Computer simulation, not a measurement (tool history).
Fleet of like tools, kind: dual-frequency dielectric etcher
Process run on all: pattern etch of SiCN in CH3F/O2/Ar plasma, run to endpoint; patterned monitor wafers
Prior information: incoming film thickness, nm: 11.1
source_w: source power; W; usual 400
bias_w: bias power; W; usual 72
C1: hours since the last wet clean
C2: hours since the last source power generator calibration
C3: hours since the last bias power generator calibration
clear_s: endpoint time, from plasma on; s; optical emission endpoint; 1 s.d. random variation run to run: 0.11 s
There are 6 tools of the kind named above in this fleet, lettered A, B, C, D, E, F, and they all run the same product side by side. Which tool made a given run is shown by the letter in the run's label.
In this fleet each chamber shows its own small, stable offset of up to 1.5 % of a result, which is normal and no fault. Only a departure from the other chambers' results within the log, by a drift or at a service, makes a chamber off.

{"run": "1A", "day": 0.388, "source_w": 400, "bias_w": 72, "C1": 217.0, "C2": 3224.6, "C3": 252.9, "clear_s": 29.282}
{"run": "2D", "day": 0.658, "source_w": 400, "bias_w": 72, "C1": 119.3, "C2": 1384.5, "C3": 1644.9, "clear_s": 29.647}
{"run": "3B", "day": 0.9, "source_w": 400, "bias_w": 72, "C1": 133.9, "C2": 575.1, "C3": 2337.4, "clear_s": 29.611}
{"run": "4E", "day": 1.158, "source_w": 400, "bias_w": 72, "C1": 119.1, "C2": 1259.9, "C3": 110.5, "clear_s": 29.649}
{"run": "5F", "day": 1.442, "source_w": 400, "bias_w": 72, "C1": 190.4, "C2": 4035.1, "C3": 3049.3, "clear_s": 29.481}
{"run": "6C", "day": 1.683, "source_w": 400, "bias_w": 60, "C1": 343.6, "C2": 1574.3, "C3": 2515.0, "clear_s": 31.678}
{"run": "7A", "day": 1.917, "source_w": 400, "bias_w": 60, "C1": 253.7, "C2": 3261.3, "C3": 289.6, "clear_s": 31.369}
{"run": "8D", "day": 2.208, "source_w": 400, "bias_w": 60, "C1": 156.5, "C2": 1421.7, "C3": 1682.1, "clear_s": 31.654}
{"run": "9B", "day": 2.433, "source_w": 400, "bias_w": 60, "C1": 170.7, "C2": 611.9, "C3": 2374.2, "clear_s": 31.718}
{"run": "10E", "day": 2.804, "source_w": 400, "bias_w": 60, "C1": 158.6, "C2": 1299.4, "C3": 150.0, "clear_s": 31.512}
{"run": "11C", "day": 3.275, "source_w": 400, "bias_w": 60, "C1": 381.8, "C2": 1612.5, "C3": 2553.2, "clear_s": 31.37}
{"run": "12F", "day": 3.7, "source_w": 350, "bias_w": 87, "C1": 244.6, "C2": 4089.3, "C3": 3103.5, "clear_s": 28.956}
{"run": "13F", "day": 3.967, "source_w": 350, "bias_w": 87, "C1": 251.0, "C2": 4095.7, "C3": 3109.9, "clear_s": 28.901}
{"run": "14D", "day": 4.283, "source_w": 350, "bias_w": 87, "C1": 206.3, "C2": 1471.5, "C3": 1731.9, "clear_s": 29.215}
{"run": "15B", "day": 4.712, "source_w": 350, "bias_w": 87, "C1": 225.4, "C2": 666.6, "C3": 2428.9, "clear_s": 29.276}
{"run": "16C", "day": 5.142, "source_w": 350, "bias_w": 87, "C1": 426.6, "C2": 1657.3, "C3": 2598.0, "clear_s": 28.901}
{"run": "17E", "day": 5.388, "source_w": 350, "bias_w": 87, "C1": 220.6, "C2": 1361.4, "C3": 212.0, "clear_s": 29.206}
{"run": "18A", "day": 5.892, "source_w": 400, "bias_w": 72, "C1": 349.1, "C2": 3356.7, "C3": 385.0, "clear_s": 29.224}
{"day": 6.167, "done": "chamber C: wet clean of the chamber"}
{"run": "19F", "day": 6.283, "source_w": 360, "bias_w": 82, "C1": 306.6, "C2": 4151.3, "C3": 3165.5, "clear_s": 29.328}
{"run": "20E", "day": 6.783, "source_w": 360, "bias_w": 82, "C1": 254.1, "C2": 1394.9, "C3": 245.5, "clear_s": 29.219}
{"run": "21B", "day": 7.062, "source_w": 360, "bias_w": 82, "C1": 281.8, "C2": 723.0, "C3": 2485.3, "clear_s": 29.55}
{"run": "22C", "day": 7.354, "source_w": 360, "bias_w": 82, "C1": 28.6, "C2": 1710.4, "C3": 2651.1, "clear_s": 29.429}
{"day": 7.371, "done": "chamber F: source power generator calibrated"}
{"run": "23D", "day": 7.625, "source_w": 360, "bias_w": 82, "C1": 286.5, "C2": 1551.7, "C3": 1812.1, "clear_s": 29.516}
{"run": "24A", "day": 7.992, "source_w": 360, "bias_w": 82, "C1": 399.5, "C2": 3407.1, "C3": 435.4, "clear_s": 29.198}
{"run": "25A", "day": 8.288, "source_w": 400, "bias_w": 72, "C1": 406.6, "C2": 3414.2, "C3": 442.5, "clear_s": 29.262}
{"day": 8.533, "done": "chamber D: bias power generator calibrated"}
{"run": "26D", "day": 8.779, "source_w": 400, "bias_w": 72, "C1": 314.2, "C2": 1579.4, "C3": 6.0, "clear_s": 29.908}
{"run": "27B", "day": 9.212, "source_w": 400, "bias_w": 72, "C1": 333.4, "C2": 774.6, "C3": 2536.9, "clear_s": 29.693}
{"run": "28E", "day": 9.717, "source_w": 450, "bias_w": 83, "C1": 324.5, "C2": 1465.3, "C3": 315.9, "clear_s": 26.324}
{"day": 9.992, "done": "chamber A: wet clean of the chamber"}
{"run": "29C", "day": 10.196, "source_w": 450, "bias_w": 83, "C1": 96.8, "C2": 1778.6, "C3": 2719.3, "clear_s": 26.908}
{"day": 10.567, "done": "chamber B: wet clean of the chamber"}
{"run": "30F", "day": 10.588, "source_w": 450, "bias_w": 83, "C1": 409.9, "C2": 77.3, "C3": 3268.8, "clear_s": 26.78}
{"day": 10.692, "done": "chamber C: bias power generator calibrated"}
{"run": "31A", "day": 10.979, "source_w": 450, "bias_w": 83, "C1": 23.8, "C2": 3478.8, "C3": 507.1, "clear_s": 26.768}
{"run": "32D", "day": 11.225, "source_w": 450, "bias_w": 83, "C1": 372.9, "C2": 1638.1, "C3": 64.7, "clear_s": 27.017}
{"day": 11.5, "done": "chamber F: wet clean of the chamber"}
{"run": "33E", "day": 11.621, "source_w": 450, "bias_w": 83, "C1": 370.2, "C2": 1511.0, "C3": 361.6, "clear_s": 26.012}
{"run": "34F", "day": 11.85, "source_w": 400, "bias_w": 72, "C1": 8.4, "C2": 107.6, "C3": 3299.1, "clear_s": 29.262}
{"run": "35C", "day": 12.304, "source_w": 400, "bias_w": 72, "C1": 147.4, "C2": 1829.2, "C3": 38.7, "clear_s": 29.676}
{"run": "36B", "day": 12.546, "source_w": 400, "bias_w": 72, "C1": 47.5, "C2": 854.6, "C3": 2616.9, "clear_s": 29.73}
{"run": "37B", "day": 12.983, "source_w": 400, "bias_w": 72, "C1": 58.0, "C2": 865.1, "C3": 2627.4, "clear_s": 29.819}
{"run": "38C", "day": 13.362, "source_w": 400, "bias_w": 72, "C1": 172.8, "C2": 1854.6, "C3": 64.1, "clear_s": 29.713}

Next, all 6 chambers run the settings below, one line each with question marks for the results. What does each chamber give?
{"run": "39A", "day": 13.729, "source_w": 400, "bias_w": 72, "clear_s": "?"}
{"run": "39B", "day": 13.729, "source_w": 400, "bias_w": 72, "clear_s": "?"}
{"run": "39C", "day": 13.729, "source_w": 400, "bias_w": 72, "clear_s": "?"}
{"run": "39D", "day": 13.729, "source_w": 400, "bias_w": 72, "clear_s": "?"}
{"run": "39E", "day": 13.729, "source_w": 400, "bias_w": 72, "clear_s": "?"}
{"run": "39F", "day": 13.729, "source_w": 400, "bias_w": 72, "clear_s": "?"}

run=39A clear_s=29.390
run=39B clear_s=29.673
run=39C clear_s=29.568
run=39D clear_s=29.708
run=39E clear_s=28.372
run=39F clear_s=29.434

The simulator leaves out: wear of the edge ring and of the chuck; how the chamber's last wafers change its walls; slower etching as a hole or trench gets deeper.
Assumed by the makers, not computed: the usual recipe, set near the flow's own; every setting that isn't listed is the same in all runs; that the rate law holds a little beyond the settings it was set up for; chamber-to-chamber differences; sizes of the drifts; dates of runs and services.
